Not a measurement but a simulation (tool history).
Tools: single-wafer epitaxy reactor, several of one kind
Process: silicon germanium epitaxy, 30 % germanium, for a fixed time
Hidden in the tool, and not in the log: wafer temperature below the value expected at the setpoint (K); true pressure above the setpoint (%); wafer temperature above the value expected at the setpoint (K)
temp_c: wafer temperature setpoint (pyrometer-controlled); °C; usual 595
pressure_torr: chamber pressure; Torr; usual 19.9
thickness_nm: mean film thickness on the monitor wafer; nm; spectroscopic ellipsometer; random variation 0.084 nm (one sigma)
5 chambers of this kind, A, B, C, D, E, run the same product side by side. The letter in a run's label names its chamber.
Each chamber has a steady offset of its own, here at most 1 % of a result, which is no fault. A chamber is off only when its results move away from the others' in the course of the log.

run,day,temp_c,pressure_torr,hours since the last pyrometer calibration,hours since the last manometer calibration,"read-back reference wafer on the same gauge, thickness_nm",thickness_nm
1A,0.271,595,19.9,1006.6,876.2,63.504,53.779
2D,0.612,595,19.9,1853.0,1261.2,63.529,53.835
3E,0.800,595,19.9,292.5,923.0,63.524,53.785
4B,1.012,595,19.9,1144.5,1669.2,63.550,54.005
5C,1.317,595,19.9,1847.5,663.9,63.549,53.316
6B,1.488,595,19.9,1155.9,1680.6,63.580,54.027
7E,1.642,590,24.7,312.7,943.2,63.572,53.361
8C,1.888,590,24.7,1861.2,677.6,63.583,52.930
9D,2.217,590,24.7,1891.5,1299.7,63.585,53.582
10A,2.371,590,24.7,1057.0,926.6,63.592,53.334
11B,2.638,590,24.7,1183.5,1708.2,63.625,53.604
12D,2.875,595,19.9,1907.3,1315.5,63.629,54.018
13A,3.158,595,19.9,1075.9,945.5,63.622,53.850
14C,3.383,595,19.9,1897.1,713.5,63.643,53.288
15E,3.571,595,19.9,359.0,989.5,63.666,54.024
16B,3.838,595,24.3,1212.3,1737.0,63.659,58.656
17A,3.992,595,24.3,1095.9,965.5,63.659,58.544
18D,4.308,595,24.3,1941.7,1349.9,63.686,58.536
19C,4.596,595,24.3,1926.2,742.6,63.693,57.892
20E,4.871,595,24.3,390.2,1020.7,63.687,58.388
21D,5.204,595,19.9,1963.2,1371.4,63.728,53.934
22E,5.521,595,19.9,405.8,1036.3,63.756,53.969
23A,5.829,595,19.9,1140.0,1009.6,63.747,53.913
24C,6.017,595,19.9,1960.3,776.7,63.758,53.446
25B,6.350,595,18.1,1272.6,1797.3,63.737,52.036
26D,6.575,595,18.1,1996.1,1404.3,63.769,52.075
27E,6.812,595,18.1,436.8,1067.3,63.798,51.923
28A,7.021,595,18.1,1168.6,1038.2,63.784,52.186
29B,7.221,595,18.1,1293.5,1818.2,63.806,52.185
# day 7.296: chamber C: capacitance manometer re-zeroed and calibrated
30C,7.558,595,19.9,1997.3,6.3,63.823,53.759
31C,7.850,595,19.9,2004.3,13.3,63.837,53.617
32A,8.008,595,19.9,1192.3,1061.9,63.818,54.031
33D,8.212,595,19.9,2035.4,1443.6,63.837,54.096
34E,8.483,595,19.9,476.9,1107.4,63.823,54.136
35B,8.646,587,19.9,1327.7,1852.4,63.856,46.624
36A,8.871,587,19.9,1213.0,1082.6,63.866,46.633
37E,9.062,587,19.9,490.8,1121.3,63.873,46.591
38D,9.233,587,19.9,2059.9,1468.1,63.878,46.608
39C,9.542,587,19.9,2044.9,53.9,63.891,46.022

Next, every chamber runs the same settings. What will each give?
40A,9.788,595,19.9,,,,?
40B,9.788,595,19.9,,,,?
40C,9.788,595,19.9,,,,?
40D,9.788,595,19.9,,,,?
40E,9.788,595,19.9,,,,?

run,thickness_nm
40A,53.974
40B,54.341
40C,53.553
40D,54.083
40E,54.014
